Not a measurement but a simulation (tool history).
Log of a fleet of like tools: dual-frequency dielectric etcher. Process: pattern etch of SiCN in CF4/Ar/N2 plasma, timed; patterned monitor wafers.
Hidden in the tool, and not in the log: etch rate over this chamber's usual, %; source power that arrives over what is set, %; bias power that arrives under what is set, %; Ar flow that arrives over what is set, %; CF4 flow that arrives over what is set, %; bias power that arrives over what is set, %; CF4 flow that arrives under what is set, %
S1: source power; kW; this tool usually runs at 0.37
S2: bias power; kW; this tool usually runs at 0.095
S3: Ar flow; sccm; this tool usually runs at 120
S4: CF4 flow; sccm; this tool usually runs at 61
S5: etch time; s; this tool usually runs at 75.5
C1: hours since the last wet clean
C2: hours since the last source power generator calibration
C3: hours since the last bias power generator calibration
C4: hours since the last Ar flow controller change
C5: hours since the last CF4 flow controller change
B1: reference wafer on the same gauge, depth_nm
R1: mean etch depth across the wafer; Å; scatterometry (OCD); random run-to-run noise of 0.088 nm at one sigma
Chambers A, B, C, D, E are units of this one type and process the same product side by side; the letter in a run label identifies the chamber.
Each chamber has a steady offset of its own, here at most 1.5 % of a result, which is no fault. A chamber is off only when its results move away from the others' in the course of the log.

run	day	S1	S2	S3	S4	S5	C1	C2	C3	C4	C5	B1	R1
1A	0.225	0.37	0.095	120	61	75.5	535.4	1763.4	209.8	3332.5	2257.6	61.01	587.57
2E	0.354	0.37	0.095	120	61	75.5	147.9	887.2	1233.2	2456.1	2867	61.009	577.99
# day 0.4: chamber D: wet clean of the chamber
3B	0.542	0.37	0.095	120	61	75.5	217.4	73.4	3432.5	1320.3	1327.2	61.02	575.43
4C	0.829	0.37	0.095	120	61	75.5	40.3	393.8	1040.6	337.3	173.8	61.047	575.86
5D	1.067	0.37	0.095	120	61	75.5	16	1868.3	935.9	60.7	2382.6	61.039	578.04
6E	1.371	0.37	0.095	120	61	75.5	172.3	911.6	1257.6	2480.5	2891.4	61.085	579.12
7B	1.55	0.37	0.095	120	61	75.5	241.6	97.6	3456.7	1344.5	1351.4	61.061	576.04
8D	1.812	0.37	0.115	120	61	75.5	33.9	1886.2	953.8	78.6	2400.5	61.09	623.4
9A	2.004	0.37	0.115	120	61	75.5	578.1	1806.1	252.5	3375.2	2300.3	61.105	632.53
10C	2.146	0.37	0.115	120	61	75.5	71.9	425.4	1072.2	368.9	205.4	61.102	620.81
11C	2.383	0.37	0.115	120	61	75.5	77.6	431.1	1077.9	374.6	211.1	61.104	622.77
12B	2.633	0.37	0.115	120	61	75.5	267.6	123.6	3482.7	1370.5	1377.4	61.105	621.14
13E	2.879	0.37	0.095	120	61	75.5	208.5	947.8	1293.8	2516.7	2927.6	61.124	578.97
14A	3.179	0.37	0.095	120	61	75.5	606.3	1834.3	280.7	3403.4	2328.5	61.148	589.02
15D	3.342	0.37	0.095	120	50	75.5	70.6	1922.9	990.5	115.3	2437.2	61.156	562.94
# day 3.35: chamber A: wet clean of the chamber
16C	3.529	0.37	0.095	120	50	75.5	105.1	458.6	1105.4	402.1	238.6	61.161	561.85
17E	3.833	0.37	0.095	120	50	75.5	231.4	970.7	1316.7	2539.6	2950.5	61.17	564.29
18D	4.012	0.37	0.095	120	50	75.5	86.7	1939	1006.6	131.4	2453.3	61.174	563.42
19B	4.267	0.37	0.095	120	50	75.5	306.8	162.8	3521.9	1409.7	1416.6	61.194	561
20A	4.462	0.37	0.095	120	61	75.5	26.8	1865.1	311.5	3434.2	2359.3	61.19	588.8
21B	4.738	0.37	0.095	120	61	75.5	318.1	174.1	3533.2	1421	1427.9	61.217	579.1
22D	4.883	0.37	0.095	120	61	75.5	107.6	1959.9	1027.5	152.3	2474.2	61.223	579.87
23E	5.117	0.37	0.095	120	61	75.5	262.2	1001.5	1347.5	2570.4	2981.3	61.231	580.75
24C	5.408	0.37	0.095	120	61	75.5	150.2	503.7	1150.5	447.2	283.7	61.233	578.55
25A	5.546	0.37	0.095	120	61	75.5	52.8	1891.1	337.5	3460.2	2385.3	61.248	588.32
26B	5.767	0.37	0.095	120	61	75.5	342.8	198.8	3557.9	1445.7	1452.6	61.263	578.4
27A	6.042	0.37	0.095	120	61	75.5	64.7	1903	349.4	3472.1	2397.2	61.28	589.53
28D	6.271	0.37	0.083	120	61	68	140.9	1993.2	1060.8	185.6	2507.5	61.297	496.23
29C	6.538	0.37	0.083	120	61	68	177.3	530.8	1177.6	474.3	310.8	61.277	494.43
30E	6.821	0.37	0.083	120	61	68	303.1	1042.4	1388.4	2611.3	3022.2	61.324	497.19
31E	7.062	0.37	0.083	120	61	68	308.9	1048.2	1394.2	2617.1	3028	61.313	496.95
32B	7.196	0.37	0.083	120	61	68	377.1	233.1	3592.2	1480	1486.9	61.348	495.51
33C	7.408	0.37	0.095	120	61	75.5	198.2	551.7	1198.5	495.2	331.7	61.354	579.01
34A	7.671	0.37	0.073	108	61	75.5	103.8	1942.1	388.5	3511.2	2436.3	61.355	541.31
35D	7.821	0.37	0.073	108	61	75.5	178.1	2030.4	1098	222.8	2544.7	61.368	534.26
36E	8.042	0.37	0.073	108	61	75.5	332.4	1071.7	1417.7	2640.6	3051.5	61.381	534.53

One chamber off, gauge drift, or nothing amiss beyond the chambers' own small offsets? If it is a chamber, which one, and what is the likeliest cause?

No chamber is off; the gauge reading every chamber's wafers drifts, which makes the whole fleet appear to move together.
What lies behind it: gauge reads high (%) = 0.623.

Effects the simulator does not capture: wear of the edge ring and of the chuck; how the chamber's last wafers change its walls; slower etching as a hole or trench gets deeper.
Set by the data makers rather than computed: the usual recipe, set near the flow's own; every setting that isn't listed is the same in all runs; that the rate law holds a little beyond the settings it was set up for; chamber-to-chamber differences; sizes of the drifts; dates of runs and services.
